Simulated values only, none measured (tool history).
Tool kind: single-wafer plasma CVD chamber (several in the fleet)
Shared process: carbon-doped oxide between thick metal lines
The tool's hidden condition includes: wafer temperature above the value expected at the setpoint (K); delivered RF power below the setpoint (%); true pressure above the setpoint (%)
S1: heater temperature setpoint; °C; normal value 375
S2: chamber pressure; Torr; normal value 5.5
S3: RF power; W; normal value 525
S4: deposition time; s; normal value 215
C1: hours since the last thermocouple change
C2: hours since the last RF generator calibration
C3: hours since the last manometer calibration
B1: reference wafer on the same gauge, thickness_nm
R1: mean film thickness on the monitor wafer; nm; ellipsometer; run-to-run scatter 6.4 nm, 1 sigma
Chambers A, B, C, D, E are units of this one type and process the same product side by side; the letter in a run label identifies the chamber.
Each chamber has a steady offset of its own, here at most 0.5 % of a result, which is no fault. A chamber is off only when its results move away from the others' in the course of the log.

{"run": "1C", "hour": 9.3, "S1": 375, "S2": 5.5, "S3": 525, "S4": 215, "C1": 832.9, "C2": 53.1, "C3": 1623.9, "B1": 1091, "R1": 1080.4}
{"run": "2E", "hour": 14.8, "S1": 375, "S2": 5.5, "S3": 525, "S4": 215, "C1": 1950.1, "C2": 987.3, "C3": 774.5, "B1": 1090.4, "R1": 1074.7}
{"run": "3D", "hour": 24.8, "S1": 375, "S2": 5.5, "S3": 525, "S4": 215, "C1": 694.3, "C2": 67, "C3": 2331.5, "B1": 1090, "R1": 1068.7}
{"run": "4B", "hour": 34.6, "S1": 375, "S2": 5.5, "S3": 525, "S4": 215, "C1": 1727, "C2": 715.4, "C3": 520.1, "B1": 1090.7, "R1": 1077}
{"run": "5A", "hour": 41.6, "S1": 375, "S2": 5.5, "S3": 525, "S4": 215, "C1": 1751.1, "C2": 872.5, "C3": 723.7, "B1": 1091.7, "R1": 1065.6}
{"run": "6B", "hour": 47.7, "S1": 375, "S2": 5.5, "S3": 525, "S4": 215, "C1": 1740.1, "C2": 728.5, "C3": 533.2, "B1": 1091.5, "R1": 1071.6}
{"run": "7C", "hour": 53.3, "S1": 375, "S2": 5.5, "S3": 525, "S4": 215, "C1": 876.9, "C2": 97.1, "C3": 1667.9, "B1": 1090.1, "R1": 1076.9}
{"run": "8A", "hour": 61.4, "S1": 375, "S2": 6.79, "S3": 525, "S4": 187, "C1": 1770.9, "C2": 892.3, "C3": 743.5, "B1": 1090.1, "R1": 959.33}
{"run": "9D", "hour": 67.5, "S1": 375, "S2": 6.79, "S3": 525, "S4": 187, "C1": 737, "C2": 109.7, "C3": 2374.2, "B1": 1088.6, "R1": 943.65}
{"run": "10E", "hour": 75.2, "S1": 375, "S2": 6.79, "S3": 525, "S4": 187, "C1": 2010.5, "C2": 1047.7, "C3": 834.9, "B1": 1088.3, "R1": 948.46}
{"run": "11A", "hour": 80.0, "S1": 375, "S2": 6.79, "S3": 525, "S4": 187, "C1": 1789.5, "C2": 910.9, "C3": 762.1, "B1": 1091.1, "R1": 959.61}
{"run": "12C", "hour": 90.0, "S1": 375, "S2": 6.79, "S3": 525, "S4": 187, "C1": 913.6, "C2": 133.8, "C3": 1704.6, "B1": 1092.3, "R1": 954.9}
{"run": "13E", "hour": 97.2, "S1": 375, "S2": 5.5, "S3": 525, "S4": 215, "C1": 2032.5, "C2": 1069.7, "C3": 856.9, "B1": 1089.2, "R1": 1071.5}
{"run": "14D", "hour": 105.5, "S1": 375, "S2": 5.5, "S3": 525, "S4": 215, "C1": 775, "C2": 147.7, "C3": 2412.2, "B1": 1090, "R1": 1064.3}
{"run": "15B", "hour": 111.5, "S1": 375, "S2": 5.5, "S3": 525, "S4": 215, "C1": 1803.9, "C2": 792.3, "C3": 597, "B1": 1091.2, "R1": 1068.3}
{"run": "16E", "hour": 121.5, "S1": 375, "S2": 5.5, "S3": 525, "S4": 215, "C1": 2056.8, "C2": 1094, "C3": 881.2, "B1": 1089.4, "R1": 1086.7}
{"run": "17C", "hour": 126.5, "S1": 375, "S2": 5.5, "S3": 525, "S4": 215, "C1": 950.1, "C2": 170.3, "C3": 1741.1, "B1": 1089.8, "R1": 1074}
{"run": "18D", "hour": 136.5, "S1": 375, "S2": 5.5, "S3": 525, "S4": 215, "C1": 806, "C2": 178.7, "C3": 2443.2, "B1": 1090.1, "R1": 1064.5}
{"run": "19A", "hour": 142.4, "S1": 382, "S2": 5.5, "S3": 525, "S4": 215, "C1": 1851.9, "C2": 973.3, "C3": 824.5, "B1": 1089.9, "R1": 1057.7}
{"run": "20B", "hour": 147.4, "S1": 382, "S2": 5.5, "S3": 525, "S4": 215, "C1": 1839.8, "C2": 828.2, "C3": 632.9, "B1": 1092.8, "R1": 1052.3}
{"run": "21E", "hour": 155.0, "S1": 382, "S2": 5.5, "S3": 525, "S4": 215, "C1": 2090.3, "C2": 1127.5, "C3": 914.7, "B1": 1090, "R1": 1056.2}
{"run": "22D", "hour": 165.0, "S1": 382, "S2": 5.5, "S3": 525, "S4": 215, "C1": 834.5, "C2": 207.2, "C3": 2471.7, "B1": 1090.9, "R1": 1059.4}
{"hour": 168.6, "done": "chamber C: thermocouple changed; heater temperature recalibrated"}
{"run": "23A", "hour": 173.5, "S1": 382, "S2": 5.5, "S3": 525, "S4": 215, "C1": 1883, "C2": 1004.4, "C3": 855.6, "B1": 1089.8, "R1": 1056.5}
{"run": "24C", "hour": 178.5, "S1": 375, "S2": 5.5, "S3": 525, "S4": 215, "C1": 9.9, "C2": 222.3, "C3": 1793.1, "B1": 1087.9, "R1": 1076.4}
{"hour": 186.8, "done": "chamber E: RF generator calibrated"}
{"run": "25B", "hour": 187.7, "S1": 375, "S2": 5.5, "S3": 525, "S4": 215, "C1": 1880.1, "C2": 868.5, "C3": 673.2, "B1": 1089.6, "R1": 1078.3}
{"run": "26B", "hour": 193.5, "S1": 375, "S2": 5.5, "S3": 525, "S4": 215, "C1": 1885.9, "C2": 874.3, "C3": 679, "B1": 1089.1, "R1": 1070.8}
{"run": "27A", "hour": 199.9, "S1": 375, "S2": 5.5, "S3": 525, "S4": 215, "C1": 1909.4, "C2": 1030.8, "C3": 882, "B1": 1091.7, "R1": 1079.3}
{"run": "28C", "hour": 210.0, "S1": 375, "S2": 5.5, "S3": 525, "S4": 215, "C1": 41.4, "C2": 253.8, "C3": 1824.6, "B1": 1088.7, "R1": 1070.9}
{"run": "29E", "hour": 214.7, "S1": 375, "S2": 5.5, "S3": 525, "S4": 215, "C1": 2150, "C2": 28, "C3": 974.4, "B1": 1089.6, "R1": 1069.5}
{"run": "30D", "hour": 219.7, "S1": 375, "S2": 5.5, "S3": 525, "S4": 215, "C1": 889.2, "C2": 261.9, "C3": 2526.4, "B1": 1089.9, "R1": 1073}
{"run": "31B", "hour": 225.4, "S1": 375, "S2": 5.5, "S3": 525, "S4": 215, "C1": 1917.8, "C2": 906.2, "C3": 710.9, "B1": 1088.1, "R1": 1068.5}
{"run": "32A", "hour": 230.5, "S1": 375, "S2": 5.5, "S3": 525, "S4": 215, "C1": 1940, "C2": 1061.4, "C3": 912.6, "B1": 1090.1, "R1": 1066}
{"run": "33C", "hour": 235.5, "S1": 375, "S2": 5.5, "S3": 525, "S4": 215, "C1": 66.9, "C2": 279.3, "C3": 1850.1, "B1": 1089.2, "R1": 1079.1}
{"run": "34E", "hour": 241.3, "S1": 375, "S2": 5.5, "S3": 525, "S4": 215, "C1": 2176.6, "C2": 54.6, "C3": 1001, "B1": 1091.1, "R1": 1068.7}
{"run": "35D", "hour": 245.9, "S1": 375, "S2": 5.5, "S3": 525, "S4": 215, "C1": 915.4, "C2": 288.1, "C3": 2552.6, "B1": 1087.5, "R1": 1074}

Which is it: a chamber that has drifted or been left off by a service, a gauge drift common to all chambers, or only each chamber's usual small offset? If a chamber is off, name it and its likeliest cause.

Nothing is wrong: each chamber keeps only its own small, steady offset and the gauge holds still.
